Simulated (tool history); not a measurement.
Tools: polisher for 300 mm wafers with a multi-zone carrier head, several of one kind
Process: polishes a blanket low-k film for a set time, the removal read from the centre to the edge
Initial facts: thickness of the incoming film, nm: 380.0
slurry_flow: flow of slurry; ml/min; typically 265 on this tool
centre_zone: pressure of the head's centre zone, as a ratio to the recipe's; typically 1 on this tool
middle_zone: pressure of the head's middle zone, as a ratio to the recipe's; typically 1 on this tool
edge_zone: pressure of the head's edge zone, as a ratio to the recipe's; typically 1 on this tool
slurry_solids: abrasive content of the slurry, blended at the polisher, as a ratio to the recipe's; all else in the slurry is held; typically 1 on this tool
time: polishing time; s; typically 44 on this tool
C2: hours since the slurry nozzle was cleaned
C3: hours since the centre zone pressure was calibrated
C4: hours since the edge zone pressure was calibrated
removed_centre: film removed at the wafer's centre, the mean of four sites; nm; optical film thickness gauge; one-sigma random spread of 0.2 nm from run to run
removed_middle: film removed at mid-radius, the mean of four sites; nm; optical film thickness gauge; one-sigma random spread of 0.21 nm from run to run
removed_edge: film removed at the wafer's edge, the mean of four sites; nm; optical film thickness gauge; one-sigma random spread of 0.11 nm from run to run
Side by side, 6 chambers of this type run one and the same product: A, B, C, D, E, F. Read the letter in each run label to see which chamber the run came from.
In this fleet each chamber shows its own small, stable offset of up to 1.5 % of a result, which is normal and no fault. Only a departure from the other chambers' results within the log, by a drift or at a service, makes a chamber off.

{"run": "1F", "hour": 6.8, "slurry_flow": 265, "centre_zone": 1, "middle_zone": 1, "edge_zone": 1, "slurry_solids": 1, "time": 44, "wafers polished on this pad": 954, "C2": 313.1, "C3": 533.5, "C4": 169.1, "removed_centre": 15.036, "removed_middle": 14.789, "removed_edge": 14.871}
{"hour": 7.5, "done": "chamber B: worn pad replaced by a new one"}
{"run": "2A", "hour": 16.0, "slurry_flow": 265, "centre_zone": 1, "middle_zone": 1, "edge_zone": 1, "slurry_solids": 1, "time": 44, "wafers polished on this pad": 635, "C2": 105.8, "C3": 94.1, "C4": 211.5, "removed_centre": 14.94, "removed_middle": 15.233, "removed_edge": 15.133}
{"hour": 18.7, "done": "chamber E: slurry nozzle cleaned"}
{"run": "3C", "hour": 27.1, "slurry_flow": 265, "centre_zone": 1, "middle_zone": 1, "edge_zone": 1, "slurry_solids": 1, "time": 44, "wafers polished on this pad": 474, "C2": 135.7, "C3": 294.5, "C4": 226.4, "removed_centre": 15.067, "removed_middle": 15.326, "removed_edge": 15.004}
{"hour": 27.3, "done": "chamber B: edge zone pressure recalibrated"}
{"hour": 30.9, "done": "chamber E: worn pad replaced by a new one"}
{"hour": 38.9, "done": "chamber F: worn pad replaced by a new one"}
{"run": "4E", "hour": 39.4, "slurry_flow": 265, "centre_zone": 1, "middle_zone": 1, "edge_zone": 1, "slurry_solids": 1, "time": 44, "wafers polished on this pad": 69, "C2": 20.8, "C3": 361, "C4": 303.6, "removed_centre": 15.127, "removed_middle": 14.626, "removed_edge": 15.181}
{"run": "5B", "hour": 47.5, "slurry_flow": 265, "centre_zone": 1, "middle_zone": 1, "edge_zone": 1, "slurry_solids": 1, "time": 44, "wafers polished on this pad": 328, "C2": 243.3, "C3": 1013.7, "C4": 20.2, "removed_centre": 15.247, "removed_middle": 15.203, "removed_edge": 14.875}
{"hour": 48.2, "done": "chamber D: worn pad replaced by a new one"}
{"run": "6D", "hour": 57.7, "slurry_flow": 265, "centre_zone": 1, "middle_zone": 1, "edge_zone": 1, "slurry_solids": 1, "time": 44, "wafers polished on this pad": 78, "C2": 263.7, "C3": 57.8, "C4": 210.5, "removed_centre": 14.752, "removed_middle": 15.137, "removed_edge": 15.233}
{"hour": 60.9, "done": "chamber E: edge zone pressure recalibrated"}
{"run": "7E", "hour": 67.0, "slurry_flow": 265, "centre_zone": 1, "middle_zone": 1, "edge_zone": 1, "slurry_solids": 1, "time": 44, "wafers polished on this pad": 296, "C2": 48.4, "C3": 388.6, "C4": 6.1, "removed_centre": 15.181, "removed_middle": 14.764, "removed_edge": 15.142}
{"run": "8B", "hour": 73.8, "slurry_flow": 265, "centre_zone": 1, "middle_zone": 1, "edge_zone": 1, "slurry_solids": 1, "time": 44, "wafers polished on this pad": 544, "C2": 269.6, "C3": 1040, "C4": 46.5, "removed_centre": 14.91, "removed_middle": 14.739, "removed_edge": 14.969}
{"run": "9D", "hour": 84.3, "slurry_flow": 265, "centre_zone": 1, "middle_zone": 1, "edge_zone": 1, "slurry_solids": 1, "time": 44, "wafers polished on this pad": 296, "C2": 290.3, "C3": 84.4, "C4": 237.1, "removed_centre": 15.116, "removed_middle": 14.63, "removed_edge": 15.252}
{"run": "10F", "hour": 92.7, "slurry_flow": 265, "centre_zone": 1, "middle_zone": 1, "edge_zone": 1, "slurry_solids": 1, "time": 44, "wafers polished on this pad": 441, "C2": 399, "C3": 619.4, "C4": 255, "removed_centre": 15.292, "removed_middle": 15.16, "removed_edge": 15.035}
{"run": "11A", "hour": 99.3, "slurry_flow": 265, "centre_zone": 1, "middle_zone": 1, "edge_zone": 1, "slurry_solids": 1, "time": 44, "wafers polished on this pad": 1319, "C2": 189.1, "C3": 177.4, "C4": 294.8, "removed_centre": 14.952, "removed_middle": 15.339, "removed_edge": 15.006}
{"hour": 101.8, "done": "chamber B: worn pad replaced by a new one"}
{"hour": 102.0, "done": "chamber A: worn pad replaced by a new one"}
{"run": "12C", "hour": 111.8, "slurry_flow": 265, "centre_zone": 1, "middle_zone": 1, "edge_zone": 1, "slurry_solids": 1, "time": 44, "wafers polished on this pad": 1169, "C2": 220.4, "C3": 379.2, "C4": 311.1, "removed_centre": 14.83, "removed_middle": 15.055, "removed_edge": 14.976}
{"hour": 112.4, "done": "chamber B: slurry nozzle cleaned"}
{"hour": 117.5, "done": "chamber B: centre zone pressure recalibrated"}
{"run": "13F", "hour": 124.0, "slurry_flow": 265, "centre_zone": 1, "middle_zone": 1, "edge_zone": 1, "slurry_solids": 1, "time": 44, "wafers polished on this pad": 698, "C2": 430.3, "C3": 650.7, "C4": 286.3, "removed_centre": 15.587, "removed_middle": 15.318, "removed_edge": 15.069}
{"hour": 126.2, "done": "chamber C: worn pad replaced by a new one"}
{"run": "14A", "hour": 134.7, "slurry_flow": 265, "centre_zone": 1, "middle_zone": 1, "edge_zone": 1, "slurry_solids": 1, "time": 44, "wafers polished on this pad": 268, "C2": 224.5, "C3": 212.8, "C4": 330.2, "removed_centre": 15.12, "removed_middle": 15.049, "removed_edge": 15.188}
{"run": "15D", "hour": 141.1, "slurry_flow": 175, "centre_zone": 1, "middle_zone": 1, "edge_zone": 1, "slurry_solids": 1, "time": 54, "wafers polished on this pad": 762, "C2": 347.1, "C3": 141.2, "C4": 293.9, "removed_centre": 17.294, "removed_middle": 17.311, "removed_edge": 17.913}
{"hour": 144.2, "done": "chamber D: worn pad replaced by a new one"}
{"hour": 148.2, "done": "chamber E: worn pad replaced by a new one"}
{"run": "16B", "hour": 151.4, "slurry_flow": 175, "centre_zone": 1, "middle_zone": 1, "edge_zone": 1, "slurry_solids": 1, "time": 54, "wafers polished on this pad": 407, "C2": 39, "C3": 33.9, "C4": 124.1, "removed_centre": 17.048, "removed_middle": 17.384, "removed_edge": 17.665}
{"hour": 158.8, "done": "chamber F: worn pad replaced by a new one"}
{"run": "17E", "hour": 159.8, "slurry_flow": 175, "centre_zone": 1, "middle_zone": 1, "edge_zone": 1, "slurry_solids": 1, "time": 54, "wafers polished on this pad": 95, "C2": 141.2, "C3": 481.4, "C4": 98.9, "removed_centre": 17.32, "removed_middle": 17.27, "removed_edge": 17.894}
{"run": "18C", "hour": 174.3, "slurry_flow": 175, "centre_zone": 1, "middle_zone": 1, "edge_zone": 1, "slurry_solids": 1, "time": 54, "wafers polished on this pad": 395, "C2": 282.9, "C3": 441.7, "C4": 373.6, "removed_centre": 17.335, "removed_middle": 17.169, "removed_edge": 17.688}
{"run": "19C", "hour": 183.1, "slurry_flow": 175, "centre_zone": 1, "middle_zone": 1, "edge_zone": 1, "slurry_solids": 1, "time": 54, "wafers polished on this pad": 467, "C2": 291.7, "C3": 450.5, "C4": 382.4, "removed_centre": 17.135, "removed_middle": 17.745, "removed_edge": 17.609}
{"run": "20D", "hour": 192.7, "slurry_flow": 175, "centre_zone": 1, "middle_zone": 1, "edge_zone": 1, "slurry_solids": 1, "time": 54, "wafers polished on this pad": 398, "C2": 398.7, "C3": 192.8, "C4": 345.5, "removed_centre": 17.228, "removed_middle": 17.265, "removed_edge": 18.018}
{"hour": 196.8, "done": "chamber B: worn pad replaced by a new one"}
{"run": "21A", "hour": 202.2, "slurry_flow": 265, "centre_zone": 1, "middle_zone": 1, "edge_zone": 1, "slurry_solids": 1, "time": 44, "wafers polished on this pad": 822, "C2": 292, "C3": 280.3, "C4": 397.7, "removed_centre": 15.26, "removed_middle": 14.879, "removed_edge": 15.124}
{"run": "22F", "hour": 210.5, "slurry_flow": 265, "centre_zone": 1, "middle_zone": 1, "edge_zone": 1, "slurry_solids": 1, "time": 44, "wafers polished on this pad": 424, "C2": 516.8, "C3": 737.2, "C4": 372.8, "removed_centre": 15.4, "removed_middle": 15.129, "removed_edge": 14.986}
{"run": "23B", "hour": 224.2, "slurry_flow": 265, "centre_zone": 1, "middle_zone": 1, "edge_zone": 1, "slurry_solids": 1, "time": 44, "wafers polished on this pad": 225, "C2": 111.8, "C3": 106.7, "C4": 196.9, "removed_centre": 15.092, "removed_middle": 14.708, "removed_edge": 15.01}
{"hour": 227.1, "done": "chamber D: worn pad replaced by a new one"}
{"run": "24E", "hour": 237.5, "slurry_flow": 265, "centre_zone": 1, "middle_zone": 1, "edge_zone": 1, "slurry_solids": 1, "time": 44, "wafers polished on this pad": 733, "C2": 218.9, "C3": 559.1, "C4": 176.6, "removed_centre": 15.054, "removed_middle": 15.097, "removed_edge": 15.043}
{"run": "25A", "hour": 249.3, "slurry_flow": 265, "centre_zone": 1, "middle_zone": 1, "edge_zone": 1, "slurry_solids": 1, "time": 44, "wafers polished on this pad": 1208, "C2": 339.1, "C3": 327.4, "C4": 444.8, "removed_centre": 15.081, "removed_middle": 15.07, "removed_edge": 15.078}
{"run": "26F", "hour": 257.5, "slurry_flow": 265, "centre_zone": 1, "middle_zone": 1, "edge_zone": 1, "slurry_solids": 1, "time": 44, "wafers polished on this pad": 810, "C2": 563.8, "C3": 784.2, "C4": 419.8, "removed_centre": 15.59, "removed_middle": 15.115, "removed_edge": 15.115}
{"hour": 266.6, "done": "chamber D: edge zone pressure recalibrated"}
{"run": "27B", "hour": 268.0, "slurry_flow": 265, "centre_zone": 1, "middle_zone": 1, "edge_zone": 0.96, "slurry_solids": 1, "time": 44, "wafers polished on this pad": 584, "C2": 155.6, "C3": 150.5, "C4": 240.7, "removed_centre": 14.645, "removed_middle": 15.502, "removed_edge": 14.742}
{"hour": 270.5, "done": "chamber F: slurry nozzle cleaned"}
{"hour": 276.1, "done": "chamber F: worn pad replaced by a new one"}
{"hour": 276.4, "done": "chamber A: worn pad replaced by a new one"}
{"run": "28D", "hour": 278.5, "slurry_flow": 265, "centre_zone": 1, "middle_zone": 1, "edge_zone": 0.96, "slurry_solids": 1, "time": 44, "wafers polished on this pad": 422, "C2": 484.5, "C3": 278.6, "C4": 12, "removed_centre": 14.994, "removed_middle": 15.006, "removed_edge": 14.702}
{"hour": 279.7, "done": "chamber E: worn pad replaced by a new one"}
{"hour": 279.8, "done": "chamber B: worn pad replaced by a new one"}
{"hour": 291.1, "done": "chamber C: worn pad replaced by a new one"}
{"run": "29C", "hour": 292.8, "slurry_flow": 265, "centre_zone": 1, "middle_zone": 1, "edge_zone": 0.96, "slurry_solids": 1, "time": 44, "wafers polished on this pad": 14, "C2": 401.4, "C3": 560.2, "C4": 492.1, "removed_centre": 14.588, "removed_middle": 14.521, "removed_edge": 14.398}
{"run": "30E", "hour": 306.3, "slurry_flow": 265, "centre_zone": 1, "middle_zone": 1, "edge_zone": 0.96, "slurry_solids": 1, "time": 44, "wafers polished on this pad": 218, "C2": 287.7, "C3": 627.9, "C4": 245.4, "removed_centre": 14.96, "removed_middle": 15.167, "removed_edge": 14.856}
{"hour": 316.0, "done": "chamber D: worn pad replaced by a new one"}
{"run": "31B", "hour": 316.4, "slurry_flow": 265, "centre_zone": 1, "middle_zone": 1, "edge_zone": 0.96, "slurry_solids": 1, "time": 44, "wafers polished on this pad": 300, "C2": 204, "C3": 198.9, "C4": 289.1, "removed_centre": 15.078, "removed_middle": 15.567, "removed_edge": 14.68}
{"run": "32D", "hour": 328.5, "slurry_flow": 265, "centre_zone": 1, "middle_zone": 1, "edge_zone": 0.96, "slurry_solids": 1, "time": 44, "wafers polished on this pad": 102, "C2": 534.5, "C3": 328.6, "C4": 62, "removed_centre": 15.045, "removed_middle": 14.943, "removed_edge": 15.012}
{"run": "33E", "hour": 338.7, "slurry_flow": 265, "centre_zone": 1, "middle_zone": 1, "edge_zone": 1.04, "slurry_solids": 1, "time": 44, "wafers polished on this pad": 484, "C2": 320.1, "C3": 660.3, "C4": 277.8, "removed_centre": 15.157, "removed_middle": 14.857, "removed_edge": 15.522}
{"run": "34C", "hour": 352.3, "slurry_flow": 265, "centre_zone": 1, "middle_zone": 1, "edge_zone": 1.04, "slurry_solids": 1, "time": 44, "wafers polished on this pad": 502, "C2": 460.9, "C3": 619.7, "C4": 551.6, "removed_centre": 14.597, "removed_middle": 14.36, "removed_edge": 14.938}
{"run": "35F", "hour": 360.4, "slurry_flow": 265, "centre_zone": 1, "middle_zone": 1, "edge_zone": 1.04, "slurry_solids": 1, "time": 44, "wafers polished on this pad": 692, "C2": 89.9, "C3": 887.1, "C4": 522.7, "removed_centre": 15.492, "removed_middle": 15.424, "removed_edge": 15.157}
{"hour": 364.8, "done": "chamber B: worn pad replaced by a new one"}
{"run": "36A", "hour": 369.3, "slurry_flow": 265, "centre_zone": 1, "middle_zone": 1, "edge_zone": 1.04, "slurry_solids": 1, "time": 44, "wafers polished on this pad": 762, "C2": 459.1, "C3": 447.4, "C4": 564.8, "removed_centre": 15.092, "removed_middle": 15.02, "removed_edge": 15.335}
{"run": "37B", "hour": 382.1, "slurry_flow": 265, "centre_zone": 1, "middle_zone": 1, "edge_zone": 1.04, "slurry_solids": 1, "time": 44, "wafers polished on this pad": 142, "C2": 269.7, "C3": 264.6, "C4": 354.8, "removed_centre": 14.777, "removed_middle": 15.19, "removed_edge": 15.3}
{"hour": 390.0, "done": "chamber E: edge zone pressure recalibrated"}
{"run": "38A", "hour": 394.3, "slurry_flow": 265, "centre_zone": 1, "middle_zone": 1, "edge_zone": 1.04, "slurry_solids": 1, "time": 44, "wafers polished on this pad": 967, "C2": 484.1, "C3": 472.4, "C4": 589.8, "removed_centre": 15.257, "removed_middle": 15.103, "removed_edge": 15.33}
{"run": "39E", "hour": 407.4, "slurry_flow": 265, "centre_zone": 1, "middle_zone": 1, "edge_zone": 1, "slurry_solids": 1, "time": 44, "wafers polished on this pad": 1048, "C2": 388.8, "C3": 729, "C4": 17.5, "removed_centre": 15.28, "removed_middle": 15.002, "removed_edge": 15.098}

All chambers now run identical settings, listed one chamber a line with results as question marks. What results will each chamber show?
{"run": "40A", "hour": 417.9, "slurry_flow": 265, "centre_zone": 1.05, "middle_zone": 1, "edge_zone": 1, "slurry_solids": 1, "time": 44, "removed_centre": "?", "removed_middle": "?", "removed_edge": "?"}
{"run": "40B", "hour": 417.9, "slurry_flow": 265, "centre_zone": 1.05, "middle_zone": 1, "edge_zone": 1, "slurry_solids": 1, "time": 44, "removed_centre": "?", "removed_middle": "?", "removed_edge": "?"}
{"run": "40C", "hour": 417.9, "slurry_flow": 265, "centre_zone": 1.05, "middle_zone": 1, "edge_zone": 1, "slurry_solids": 1, "time": 44, "removed_centre": "?", "removed_middle": "?", "removed_edge": "?"}
{"run": "40D", "hour": 417.9, "slurry_flow": 265, "centre_zone": 1.05, "middle_zone": 1, "edge_zone": 1, "slurry_solids": 1, "time": 44, "removed_centre": "?", "removed_middle": "?", "removed_edge": "?"}
{"run": "40E", "hour": 417.9, "slurry_flow": 265, "centre_zone": 1.05, "middle_zone": 1, "edge_zone": 1, "slurry_solids": 1, "time": 44, "removed_centre": "?", "removed_middle": "?", "removed_edge": "?"}
{"run": "40F", "hour": 417.9, "slurry_flow": 265, "centre_zone": 1.05, "middle_zone": 1, "edge_zone": 1, "slurry_solids": 1, "time": 44, "removed_centre": "?", "removed_middle": "?", "removed_edge": "?"}

run=40A removed_centre=16.04 removed_middle=14.98 removed_edge=15.167
run=40B removed_centre=15.637 removed_middle=15.246 removed_edge=14.918
run=40C removed_centre=14.586 removed_middle=14.519 removed_edge=14.257
run=40D removed_centre=15.947 removed_middle=15.544 removed_edge=15.161
run=40E removed_centre=15.9 removed_middle=14.923 removed_edge=15.094
run=40F removed_centre=15.718 removed_middle=14.95 removed_edge=14.98

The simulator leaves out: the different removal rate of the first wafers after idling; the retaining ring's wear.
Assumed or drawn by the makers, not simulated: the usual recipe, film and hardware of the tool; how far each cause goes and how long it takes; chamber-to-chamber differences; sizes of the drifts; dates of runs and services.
